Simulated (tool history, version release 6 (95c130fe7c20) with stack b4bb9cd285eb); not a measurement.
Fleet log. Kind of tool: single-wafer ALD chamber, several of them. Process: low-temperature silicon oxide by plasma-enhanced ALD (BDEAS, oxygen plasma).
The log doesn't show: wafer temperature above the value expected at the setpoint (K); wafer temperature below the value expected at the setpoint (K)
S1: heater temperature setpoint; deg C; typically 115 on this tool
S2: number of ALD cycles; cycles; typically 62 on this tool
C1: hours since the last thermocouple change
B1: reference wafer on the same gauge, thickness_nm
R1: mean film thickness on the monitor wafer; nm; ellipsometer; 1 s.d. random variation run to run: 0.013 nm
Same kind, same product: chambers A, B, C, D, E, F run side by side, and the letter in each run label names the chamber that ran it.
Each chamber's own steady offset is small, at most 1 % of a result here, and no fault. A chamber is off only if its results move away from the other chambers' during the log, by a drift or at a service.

run,hour,S1,S2,C1,B1,R1
1F,14.8,115,62,949.1,7.9639,8.5748
2E,23.8,115,62,643.4,7.9638,8.6119
3B,32.7,115,62,2510.5,7.9683,8.6915
4D,43.9,115,62,1759.8,7.9644,8.581
5C,52.1,115,62,151.4,7.9619,8.6502
6A,63,115,62,590.4,7.9669,8.5869
7A,70.1,115,62,597.5,7.9668,8.5969
8C,81.9,115,62,181.2,7.9651,8.651
9D,90.4,115,62,1806.3,7.9657,8.5795
10E,98.7,115,62,718.3,7.9701,8.6467
11B,105.1,115,62,2582.9,7.9706,8.719
12F,112.4,115,62,1046.7,7.9707,8.5954
13C,124.9,115,62,224.2,7.9713,8.6693
# hour 132.3: chamber B: thermocouple changed; heater temperature recalibrated
14D,137.1,115,62,1853,7.9741,8.5849
15A,150.5,128,74,677.9,7.9795,10.049
16E,162.4,128,74,782,7.9795,10.075
17B,174.3,128,74,42.1,7.979,10.159
18F,187.2,128,74,1121.5,7.9803,10.049
19E,200.7,128,74,820.3,7.9827,10.071
20B,212.2,128,74,80,7.9826,10.187
21C,221.5,115,62,320.8,7.9836,8.6595
22D,235.1,115,62,1951,7.9849,8.6021
23F,249.3,115,62,1183.6,7.9836,8.641
24A,262.6,115,62,790,7.99,8.6277
25C,276.5,115,62,375.8,7.9905,8.661
26E,286.3,115,62,905.9,7.9912,8.6931
27F,298.7,115,62,1233,7.9938,8.6289
28B,307.7,115,62,175.5,7.9937,8.7537
29A,316.6,115,62,844,7.9938,8.596
30D,331,115,62,2046.9,7.9954,8.6052
31A,339.2,115,62,866.6,7.9975,8.5995
32C,352.3,115,62,451.6,7.9957,8.6906
33E,366,115,62,985.6,7.999,8.654
34D,374.9,115,62,2090.8,8.0024,8.618
35B,382.2,115,62,250,7.9996,8.7216
36F,393.7,115,51,1328,8.0056,7.1136
37F,406.3,115,51,1340.6,8.0041,7.1064
38A,416.6,115,51,944,8.0068,7.0845
39D,429,115,51,2144.9,8.0029,7.1157
40E,440,115,51,1059.6,8.0082,7.1295
41B,453.1,115,51,320.9,8.0098,7.2024

Which is it: a chamber that has drifted or been left off by a service, a gauge drift common to all chambers, or only each chamber's usual small offset? If a chamber is off, name it and its likeliest cause.

None of the chambers is off. What moves is the gauge, dragging all their readings along together.
Most likely cause: gauge reads high (%) = 0.626.
